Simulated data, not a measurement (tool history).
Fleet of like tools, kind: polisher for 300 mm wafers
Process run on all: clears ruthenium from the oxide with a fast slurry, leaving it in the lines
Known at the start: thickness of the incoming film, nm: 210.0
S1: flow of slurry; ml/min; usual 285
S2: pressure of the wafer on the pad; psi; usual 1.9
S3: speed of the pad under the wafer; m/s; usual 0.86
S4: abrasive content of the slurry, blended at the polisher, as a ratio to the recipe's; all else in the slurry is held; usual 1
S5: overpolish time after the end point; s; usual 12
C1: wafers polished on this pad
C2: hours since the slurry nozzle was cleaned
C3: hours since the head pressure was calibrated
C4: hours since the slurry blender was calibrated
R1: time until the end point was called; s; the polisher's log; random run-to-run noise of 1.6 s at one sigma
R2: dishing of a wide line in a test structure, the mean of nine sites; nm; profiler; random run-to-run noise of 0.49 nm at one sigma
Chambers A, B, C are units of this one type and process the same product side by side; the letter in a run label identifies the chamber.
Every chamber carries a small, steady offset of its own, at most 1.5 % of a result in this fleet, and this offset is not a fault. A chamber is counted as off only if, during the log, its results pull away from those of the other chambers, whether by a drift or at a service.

run     day   S1   S2    S3   S4  S5    C1     C2     C3     C4      R1      R2
 1B   0.383  285  1.9  0.86    1  12   606  160.8  228.5     82  89.706  22.611
      0.596  -- chamber C: slurry blender recalibrated
 2C   0.767  285  1.9  0.86    1  12   298  263.4   59.6    4.1  89.176  21.548
 3A   1.146  285  1.9  0.86    1  12   826  281.4  156.6    155  92.291   21.15
 4A   1.596  285  1.9  0.86    1  12   908  292.2  167.4  165.8  90.291  21.086
 5B   1.917  285  1.9  0.86    1  12   886  197.6  265.3  118.8  88.466  21.906
 6C   2.492  285  1.9  0.86    1  12   613  304.8    101   45.5  90.163  21.726
 7C   2.929  285  1.9  0.86    1  12   693  315.3  111.5     56  89.423  21.984
 8B     3.4  285  1.9  0.86    1  12  1157  233.2  300.9  154.4  92.374  21.226
      3.708  -- chamber A: worn pad replaced by a new one
 9A   3.875  285  1.9  0.86    1  12    30  346.9  222.1  220.5  88.676   21.77
10C   4.183  285  1.9  0.86    1  12   922  345.4  141.6   86.1  90.825  21.519
      4.267  -- chamber B: worn pad replaced by a new one
11B   4.467  285  1.9  0.86    1  12    36  258.8  326.5    180  89.156  21.022
      4.838  -- chamber B: slurry nozzle cleaned
12A   4.929  285  1.9  0.86    1  16   223  372.2  247.4  245.8  90.902  26.882
13C   5.292  285  1.9  0.86    1  16  1125    372  168.2  112.7  88.593   28.34
      5.304  -- chamber C: slurry blender recalibrated
14A   5.762  285  1.9  0.86    1  16   375  392.2  267.4  265.8  91.235  26.834
15B   6.167  285  1.9  0.58    1  17   347     32  367.3  220.8  133.39  21.353
16B   6.521  285  1.9  0.58    1  17   411   40.5  375.8  229.3   134.1  20.819
17C   7.058  285  1.9  0.58    1  17  1447  414.4  210.6   42.2  139.08  20.774
18A   7.633  285  1.9  0.86    1  12   717  437.1  312.3  310.7  89.981  21.488
19B   8.217  285  1.9  0.86    1  12   721   81.2  416.5    270  90.586  22.382
20C   8.512  285  1.9  0.86    1  12  1713  449.3  245.5   77.1  93.488  20.796
21A   8.867  285  1.9  0.86    1  12   942  466.7  341.9  340.3  88.707  21.239
      9.292  -- chamber C: slurry blender recalibrated
22C   9.342  285  1.9  0.86    1  12  1864  469.2  265.4    1.3  92.835   20.69
23B   9.683  285  1.9  0.86    1  12   989  116.4  451.7  305.2  89.124  21.845
     10.204  -- chamber B: slurry blender recalibrated
24A  10.233  285  1.9  0.86    1  12  1191  499.5  374.7  373.1  91.847  21.249
25B  10.588  285  1.9  0.86    1  12  1154  138.1  473.4    9.2      87   22.05
26C  11.175  285  1.9  0.86    1  12  2199  513.2  309.4   45.3  97.302      20
     11.371  -- chamber A: worn pad replaced by a new one
27A    11.7  285  1.9  0.86    1  12    60  534.7  409.9  408.3  90.015  21.098
28A  12.112  285  1.9  0.86    1  12   135  544.6  419.8  418.2  91.845  20.725
      12.35  -- chamber B: worn pad replaced by a new one
29C  12.379  285  1.9  0.86    1  12  2419  542.1  338.3   74.2  96.757  19.958
30B  12.808  285  1.9  0.86    1  12    83  191.4  526.7   62.5  90.687  21.552
31B   13.15  285  1.9  1.08  0.8  12   146  199.6  534.9   70.7  81.706  24.405

Predict what each chamber gives when all 3 of them run the settings below next.
32A  13.579  285  1.9  0.86   1  12                   ?   ?
32B  13.579  285  1.9  0.86   1  12                   ?   ?
32C  13.579  285  1.9  0.86   1  12                   ?   ?

run      R1      R2
32A  92.914  21.843
32B  86.901  21.366
32C   97.72  19.776
